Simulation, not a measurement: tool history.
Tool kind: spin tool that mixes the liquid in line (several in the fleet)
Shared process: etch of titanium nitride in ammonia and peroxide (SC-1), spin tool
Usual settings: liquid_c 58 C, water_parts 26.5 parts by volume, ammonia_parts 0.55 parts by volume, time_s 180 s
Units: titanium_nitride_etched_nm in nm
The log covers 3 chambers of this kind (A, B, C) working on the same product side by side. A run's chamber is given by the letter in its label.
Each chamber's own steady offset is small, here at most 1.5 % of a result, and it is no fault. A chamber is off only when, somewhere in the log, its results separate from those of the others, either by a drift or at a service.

run   hour  liquid_c  water_parts  ammonia_parts  time_s  hours since the thermometer was replaced  hours since the ammonia flow meter was replaced  hours since the heated supply line was repaired  hours since the drum of ammonia solution was connected  read-back film thickness of the titanium nitride reference wafer, read on the same gauge (nm)  titanium_nitride_etched_nm
 1B    4.8        58         26.5           0.55     180                                    2040.4                                            212.1                                            160.1                                                   597.1                                                                                         50.022                      12.859
 2A    8.8        58         26.5           0.55     180                                     782.9                                            321.2                                            802.5                                                   700.7                                                                                         49.977                      13.304
 3C   12.5        58         26.5           0.55     180                                     739.3                                           1882.2                                            285.1                                                   648.2                                                                                         49.976                      12.968
 4A   15.3        58         26.5           0.55     180                                     789.4                                            327.7                                              809                                                   707.2                                                                                         49.968                      13.055
 5C     19        58         26.5           0.55     180                                     745.8                                           1888.7                                            291.6                                                   654.7                                                                                             50                      12.868
 6B   21.3        58         26.5           0.55     180                                    2056.9                                            228.6                                            176.6                                                   613.6                                                                                         49.978                      12.694
 7B     26        58         26.5           0.55     180                                    2061.6                                            233.3                                            181.3                                                   618.3                                                                                         50.002                      12.814
 8A   29.2        58           36           0.55     180                                     803.3                                            341.6                                            822.9                                                   721.1                                                                                         49.991                      11.061
 9C   31.7        58           36           0.55     180                                     758.5                                           1901.4                                            304.3                                                   667.4                                                                                         50.006                       10.97
10C   35.8        58           36           0.55     180                                     762.6                                           1905.5                                            308.4                                                   671.5                                                                                         50.009                      10.951
11B   38.8        58         26.5           0.55     180                                    2074.4                                            246.1                                            194.1                                                   631.1                                                                                         49.992                      12.962
12A   43.5        58         26.5           0.55     180                                     817.6                                            355.9                                            837.2                                                   735.4                                                                                         49.976                      12.874
13C   48.1        58         26.5           0.55     180                                     774.9                                           1917.8                                            320.7                                                   683.8                                                                                         50.009                      13.201
14B   52.8        58         26.5           0.55     180                                    2088.4                                            260.1                                            208.1                                                   645.1                                                                                         50.002                      12.744
15A   55.6        58         26.5           0.55     180                                     829.7                                              368                                            849.3                                                   747.5                                                                                         49.978                       13.29
16B   58.5        58         26.5           0.55     180                                    2094.1                                            265.8                                            213.8                                                   650.8                                                                                          50.03                        12.9
17C   61.1        58         26.5           0.55     180                                     787.9                                           1930.8                                            333.7                                                   696.8                                                                                         50.024                      13.282
18A     65        58         26.5           0.55     180                                     839.1                                            377.4                                            858.7                                                   756.9                                                                                         50.007                      13.265
19C   68.9        58         26.5           0.55     100                                     795.7                                           1938.6                                            341.5                                                   704.6                                                                                         49.983                      7.5643
20B   71.3        58         26.5           0.55     100                                    2106.9                                            278.6                                            226.6                                                   663.6                                                                                         50.005                      7.1457
21A   75.5        58         26.5           0.55     100                                     849.6                                            387.9                                            869.2                                                   767.4                                                                                         49.972                      7.2727
22A   77.6        58         26.5           0.55     180                                     851.7                                              390                                            871.3                                                   769.5                                                                                         50.022                      13.195
23B   80.9        58         26.5           0.55     180                                    2116.5                                            288.2                                            236.2                                                   673.2                                                                                         49.998                      12.816
24C   83.4        58         26.5           0.55     180                                     810.2                                           1953.1                                              356                                                   719.1                                                                                         49.968                      13.722
25C     86        58         26.5           0.55     180                                     812.8                                           1955.7                                            358.6                                                   721.7                                                                                         50.002                      14.224
26A   89.2        58         30.5           0.55     180                                     863.3                                            401.6                                            882.9                                                   781.1                                                                                         50.018                      11.952
27B   91.5        58         30.5           0.55     180                                    2127.1                                            298.8                                            246.8                                                   683.8                                                                                         50.007                      11.758
28C   95.1        58         30.5           0.55     180                                     821.9                                           1964.8                                            367.7                                                   730.8                                                                                         50.018                      13.246
29A   99.3        58         26.5           0.55     180                                     873.4                                            411.7                                              893                                                   791.2                                                                                         49.968                      13.015
30B  103.5        58         26.5           0.55     180                                    2139.1                                            310.8                                            258.8                                                   695.8                                                                                          49.99                      12.998
31A  106.6        58         26.5           0.55     180                                     880.7                                              419                                            900.3                                                   798.5                                                                                         49.952                      12.905

Does one chamber stand apart from the rest, does the shared gauge drift, or is all well apart from small per-chamber offsets? Give the chamber and the most likely cause, where there is one.

Chamber C drifts away from the others.
Likeliest cause: liquid hotter than its thermometer reads (K) = 1.87.

Which of the 4 candidates below, each the usual settings with something changed and its results left as question marks, puts chamber C back in line with what the other chambers give on the usual settings?
In line means no further than this from the other chambers' mean on the usual settings: titanium_nitride_etched_nm 0.43 nm
32C-1  110.1        58           33           0.55     180                                                                                                                                                                                                                                                                                                                              ?
32C-2  110.1        58         36.5           0.45     180                                                                                                                                                                                                                                                                                                                              ?
32C-3  110.1        58           18           0.55     180                                                                                                                                                                                                                                                                                                                              ?
32C-4  110.1        59         26.5           0.55     190                                                                                                                                                                                                                                                                                                                              ?

Average result of the remaining chambers running the usual settings: titanium_nitride_etched_nm 12.969 nm
  run  titanium_nitride_etched_nm
32C-1                       12.88
32C-2                      11.708
32C-3                       18.04
32C-4                      16.436
32C-1 is the one that brings the chamber's results back in line with the other chambers.
